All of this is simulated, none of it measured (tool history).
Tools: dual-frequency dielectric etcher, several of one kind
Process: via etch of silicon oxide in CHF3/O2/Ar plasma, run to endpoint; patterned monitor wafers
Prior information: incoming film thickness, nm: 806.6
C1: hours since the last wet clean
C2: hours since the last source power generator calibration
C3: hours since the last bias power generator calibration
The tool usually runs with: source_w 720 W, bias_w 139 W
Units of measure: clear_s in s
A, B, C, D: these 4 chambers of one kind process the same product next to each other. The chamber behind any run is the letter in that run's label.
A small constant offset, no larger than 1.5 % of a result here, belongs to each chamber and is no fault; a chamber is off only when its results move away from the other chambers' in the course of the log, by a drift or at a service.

Run 1A, hour 5.5: usual settings; C1 362.6; C2 1696.1; C3 1265.7. Result: clear_s 411.83 s.
Run 2B, hour 10.6: usual settings; C1 346.7; C2 462.4; C3 40.3. Result: clear_s 419.61 s.
Run 3C, hour 13.5: usual settings; C1 372; C2 1381.5; C3 455.5. Result: clear_s 415.02 s.
Run 4D, hour 17.6: usual settings; C1 152.8; C2 3222.9; C3 1225.3. Result: clear_s 412.26 s.
Run 5B, hour 20.3: usual settings; C1 356.4; C2 472.1; C3 50. Result: clear_s 420.08 s.
Run 6A, hour 25.8: usual settings; C1 382.9; C2 1716.4; C3 1286. Result: clear_s 413.25 s.
Run 7D, hour 29.3: usual settings but source_w 620 W, bias_w 164 W; C1 164.5; C2 3234.6; C3 1237. Result: clear_s 415.64 s.
Run 8C, hour 34.9: usual settings but source_w 620 W, bias_w 164 W; C1 393.4; C2 1402.9; C3 476.9. Result: clear_s 414.13 s.
Run 9C, hour 39.7: usual settings but source_w 620 W, bias_w 164 W; C1 398.2; C2 1407.7; C3 481.7. Result: clear_s 414.85 s.
Run 10D, hour 44.9: usual settings but source_w 620 W, bias_w 164 W; C1 180.1; C2 3250.2; C3 1252.6. Result: clear_s 418.56 s.
Run 11A, hour 50.9: usual settings; C1 408; C2 1741.5; C3 1311.1. Result: clear_s 413.69 s.
Run 12B, hour 55.6: usual settings; C1 391.7; C2 507.4; C3 85.3. Result: clear_s 420.14 s.
Run 13B, hour 60.1: usual settings; C1 396.2; C2 511.9; C3 89.8. Result: clear_s 418.66 s.
Run 14D, hour 63.3: usual settings; C1 198.5; C2 3268.6; C3 1271. Result: clear_s 421.57 s.
Run 15A, hour 67.5: usual settings; C1 424.6; C2 1758.1; C3 1327.7. Result: clear_s 411.37 s.
Run 16C, hour 70.4: usual settings; C1 428.9; C2 1438.4; C3 512.4. Result: clear_s 411.25 s.
Run 17B, hour 75.7: usual settings; C1 411.8; C2 527.5; C3 105.4. Result: clear_s 419.87 s.
Run 18D, hour 79.7: usual settings; C1 214.9; C2 3285; C3 1287.4. Result: clear_s 425.98 s.
Run 19C, hour 85.5: usual settings but bias_w 159 W; C1 444; C2 1453.5; C3 527.5. Result: clear_s 396.73 s.
Run 20A, hour 88.4: usual settings but bias_w 159 W; C1 445.5; C2 1779; C3 1348.6. Result: clear_s 394.7 s.
At hour 89.9: chamber C: wet clean of the chamber.
Run 21C, hour 93.5: usual settings but bias_w 159 W; C1 3.7; C2 1461.5; C3 535.5. Result: clear_s 394.2 s.
Run 22B, hour 98: usual settings but bias_w 159 W; C1 434.1; C2 549.8; C3 127.7. Result: clear_s 403.85 s.
Run 23A, hour 103.3: usual settings; C1 460.4; C2 1793.9; C3 1363.5. Result: clear_s 410.28 s.
Run 24D, hour 106.2: usual settings; C1 241.4; C2 3311.5; C3 1313.9. Result: clear_s 430.08 s.
Run 25A, hour 111.7: usual settings; C1 468.8; C2 1802.3; C3 1371.9. Result: clear_s 414.83 s.
Run 26B, hour 115: usual settings; C1 451.1; C2 566.8; C3 144.7. Result: clear_s 419.96 s.
Run 27D, hour 120.8: usual settings; C1 256; C2 3326.1; C3 1328.5. Result: clear_s 434.81 s.
Run 28C, hour 126.7: usual settings; C1 36.9; C2 1494.7; C3 568.7. Result: clear_s 412.4 s.

For the next run the whole fleet of 4 chambers uses the same settings. Give each chamber's results:
Run 29A, hour 131: usual settings but source_w 850 W. Result: clear_s ?.
Run 29B, hour 131: usual settings but source_w 850 W. Result: clear_s ?.
Run 29C, hour 131: usual settings but source_w 850 W. Result: clear_s ?.
Run 29D, hour 131: usual settings but source_w 850 W. Result: clear_s ?.

run  clear_s
29A   386.63
29B   393.69
29C   385.93
29D   406.15
